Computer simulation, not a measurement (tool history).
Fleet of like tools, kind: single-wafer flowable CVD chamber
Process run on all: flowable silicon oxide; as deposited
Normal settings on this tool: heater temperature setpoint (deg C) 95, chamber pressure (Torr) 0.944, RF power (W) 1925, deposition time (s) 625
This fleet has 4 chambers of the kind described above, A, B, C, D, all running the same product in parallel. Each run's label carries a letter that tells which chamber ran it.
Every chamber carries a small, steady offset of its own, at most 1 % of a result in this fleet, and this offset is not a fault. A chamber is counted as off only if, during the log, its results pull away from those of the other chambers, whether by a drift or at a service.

run     day  heater temperature setpoint (deg C)  chamber pressure (Torr)  RF power (W)  deposition time (s)  read-back reference wafer on the same gauge, thickness_nm  mean film thickness on the monitor wafer (angstrom)
 1A   0.367                                   95                    0.944          1925                  625                                                     463.83                                               5434.3
 2D   0.817                                   95                    0.944          1925                  625                                                     463.84                                               5478.6
 3B   1.092                                   95                    0.944          1925                  625                                                     463.79                                               5422.7
 4C   1.367                                   95                    0.944          1925                  625                                                     463.66                                               5486.6
      1.400  -- chamber C: capacitance manometer re-zeroed and calibrated
 5C   1.758                                   95                    0.944          1925                  625                                                     463.40                                               5473.8
 6D   2.175                                   83                    0.944          1925                  625                                                     463.45                                               8003.7
 7B   2.454                                   83                    0.944          1925                  625                                                     463.45                                               7914.3
 8A   2.896                                   83                    0.944          1925                  625                                                     463.29                                               7933.9
 9D   3.388                                   83                    0.944          1925                  625                                                     463.03                                               7983.1
      3.729  -- chamber B: RF generator calibrated
10C   3.742                                   95                    0.944          1925                  625                                                     463.05                                               5478.8
11A   4.083                                   95                    0.944          1925                  625                                                     463.03                                               5416.8
12B   4.517                                   95                    1.023          1925                  572                                                     463.04                                               5489.1
13A   4.967                                   95                    1.023          1925                  572                                                     462.69                                               5484.1
14C   5.354                                   95                    1.023          1925                  572                                                     462.57                                               5525.3
15D   5.658                                   95                    1.023          1925                  572                                                     462.50                                               5495.6
16B   5.988                                   95                    0.944          2265                  709                                                     462.83                                               6337.3
17D   6.429                                   95                    0.944          2265                  709                                                     462.31                                               6356.4
18B   6.758                                   95                    0.944          2265                  709                                                     462.21                                               6319.7
19A   7.158                                   95                    0.944          2265                  709                                                     462.29                                               6341.0
20C   7.592                                   95                    0.944          1925                  625                                                     462.09                                               5470.6
21C   7.858                                   95                    0.944          1925                  625                                                     462.26                                               5471.9
22D   8.146                                   95                    0.944          1925                  625                                                     461.87                                               5456.5
23B   8.633                                   95                    0.944          1925                  625                                                     461.92                                               5395.5
24A   8.950                                   95                    0.944          1925                  625                                                     461.99                                               5419.0
25B   9.458                                  104                    0.944          1630                  625                                                     461.63                                               3843.9
26C   9.971                                  104                    0.944          1630                  625                                                     461.77                                               3864.9
27A  10.467                                  104                    0.944          1630                  625                                                     461.25                                               3855.9
28D  10.758                                  104                    0.944          1630                  625                                                     461.25                                               3839.0
29C  11.129                                   95                    0.944          1925                  625                                                     461.21                                               5479.8
30A  11.438                                   95                    0.944          1925                  625                                                     461.23                                               5419.5
31B  11.925                                   95                    0.944          1925                  625                                                     460.97                                               5385.2

What goes on in this fleet: one chamber off, a drifting gauge, or nothing beyond the chambers' own small offsets? Name the chamber and the cause, if any.

The gauge drifts, so all chambers seem to drift together. No chamber is off.
Most likely cause: gauge reads low (%) = 0.665.
